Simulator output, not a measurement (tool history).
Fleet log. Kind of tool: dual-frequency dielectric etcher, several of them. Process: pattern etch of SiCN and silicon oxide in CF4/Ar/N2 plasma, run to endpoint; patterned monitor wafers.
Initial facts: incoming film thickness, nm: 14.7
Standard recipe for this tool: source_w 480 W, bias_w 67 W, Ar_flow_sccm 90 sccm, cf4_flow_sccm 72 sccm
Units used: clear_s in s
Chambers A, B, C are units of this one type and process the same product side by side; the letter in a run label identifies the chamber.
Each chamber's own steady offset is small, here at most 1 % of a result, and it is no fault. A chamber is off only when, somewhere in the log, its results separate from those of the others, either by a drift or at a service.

{"run": "1C", "hour": 3.8, "source_w": 480, "bias_w": 67, "Ar_flow_sccm": 90, "cf4_flow_sccm": 72, "clear_s": 16.057}
{"run": "2B", "hour": 9.3, "source_w": 480, "bias_w": 67, "Ar_flow_sccm": 90, "cf4_flow_sccm": 72, "clear_s": 15.89}
{"run": "3A", "hour": 14.0, "source_w": 480, "bias_w": 67, "Ar_flow_sccm": 90, "cf4_flow_sccm": 72, "clear_s": 16.13}
{"run": "4C", "hour": 17.6, "source_w": 480, "bias_w": 67, "Ar_flow_sccm": 90, "cf4_flow_sccm": 72, "clear_s": 16.263}
{"run": "5A", "hour": 23.4, "source_w": 560, "bias_w": 67, "Ar_flow_sccm": 90, "cf4_flow_sccm": 72, "clear_s": 13.989}
{"run": "6B", "hour": 29.0, "source_w": 560, "bias_w": 67, "Ar_flow_sccm": 90, "cf4_flow_sccm": 72, "clear_s": 14.117}
{"run": "7C", "hour": 31.9, "source_w": 560, "bias_w": 67, "Ar_flow_sccm": 90, "cf4_flow_sccm": 72, "clear_s": 13.962}
{"run": "8B", "hour": 37.3, "source_w": 480, "bias_w": 67, "Ar_flow_sccm": 90, "cf4_flow_sccm": 72, "clear_s": 16.258}
{"run": "9A", "hour": 40.8, "source_w": 480, "bias_w": 67, "Ar_flow_sccm": 90, "cf4_flow_sccm": 72, "clear_s": 15.964}
{"run": "10B", "hour": 45.2, "source_w": 480, "bias_w": 67, "Ar_flow_sccm": 90, "cf4_flow_sccm": 72, "clear_s": 16.139}
{"run": "11A", "hour": 51.4, "source_w": 480, "bias_w": 67, "Ar_flow_sccm": 90, "cf4_flow_sccm": 72, "clear_s": 15.924}
{"run": "12C", "hour": 55.8, "source_w": 480, "bias_w": 67, "Ar_flow_sccm": 90, "cf4_flow_sccm": 72, "clear_s": 16.064}
{"run": "13B", "hour": 61.6, "source_w": 480, "bias_w": 67, "Ar_flow_sccm": 90, "cf4_flow_sccm": 72, "clear_s": 16.123}
{"run": "14A", "hour": 67.5, "source_w": 480, "bias_w": 67, "Ar_flow_sccm": 90, "cf4_flow_sccm": 72, "clear_s": 16.065}
{"run": "15C", "hour": 72.4, "source_w": 480, "bias_w": 67, "Ar_flow_sccm": 90, "cf4_flow_sccm": 72, "clear_s": 16.111}
{"run": "16C", "hour": 78.3, "source_w": 480, "bias_w": 67, "Ar_flow_sccm": 90, "cf4_flow_sccm": 72, "clear_s": 16.034}
{"hour": 83.8, "done": "chamber A: wet clean of the chamber"}
{"run": "17A", "hour": 84.0, "source_w": 480, "bias_w": 67, "Ar_flow_sccm": 90, "cf4_flow_sccm": 72, "clear_s": 15.977}
{"run": "18B", "hour": 88.0, "source_w": 480, "bias_w": 67, "Ar_flow_sccm": 70, "cf4_flow_sccm": 72, "clear_s": 15.695}
{"run": "19B", "hour": 91.6, "source_w": 480, "bias_w": 67, "Ar_flow_sccm": 70, "cf4_flow_sccm": 72, "clear_s": 15.533}
{"run": "20A", "hour": 95.5, "source_w": 480, "bias_w": 67, "Ar_flow_sccm": 70, "cf4_flow_sccm": 72, "clear_s": 15.528}
{"run": "21C", "hour": 98.5, "source_w": 480, "bias_w": 67, "Ar_flow_sccm": 90, "cf4_flow_sccm": 72, "clear_s": 16.097}
{"run": "22B", "hour": 104.7, "source_w": 480, "bias_w": 67, "Ar_flow_sccm": 107, "cf4_flow_sccm": 66, "clear_s": 16.671}
{"run": "23A", "hour": 108.2, "source_w": 480, "bias_w": 67, "Ar_flow_sccm": 107, "cf4_flow_sccm": 66, "clear_s": 16.915}
{"run": "24C", "hour": 112.3, "source_w": 480, "bias_w": 67, "Ar_flow_sccm": 107, "cf4_flow_sccm": 66, "clear_s": 16.715}
{"run": "25A", "hour": 117.5, "source_w": 480, "bias_w": 67, "Ar_flow_sccm": 90, "cf4_flow_sccm": 72, "clear_s": 16.013}
{"run": "26C", "hour": 122.1, "source_w": 480, "bias_w": 67, "Ar_flow_sccm": 90, "cf4_flow_sccm": 72, "clear_s": 16.26}
{"run": "27B", "hour": 127.5, "source_w": 480, "bias_w": 67, "Ar_flow_sccm": 90, "cf4_flow_sccm": 72, "clear_s": 16.318}
{"run": "28A", "hour": 132.0, "source_w": 480, "bias_w": 67, "Ar_flow_sccm": 90, "cf4_flow_sccm": 72, "clear_s": 16.052}

Is one chamber off against the others, does the gauge drift, or is nothing wrong? If a chamber is off, say which, and what the likeliest cause is.

Nothing is wrong: each chamber keeps only its own small, steady offset and the gauge holds still.

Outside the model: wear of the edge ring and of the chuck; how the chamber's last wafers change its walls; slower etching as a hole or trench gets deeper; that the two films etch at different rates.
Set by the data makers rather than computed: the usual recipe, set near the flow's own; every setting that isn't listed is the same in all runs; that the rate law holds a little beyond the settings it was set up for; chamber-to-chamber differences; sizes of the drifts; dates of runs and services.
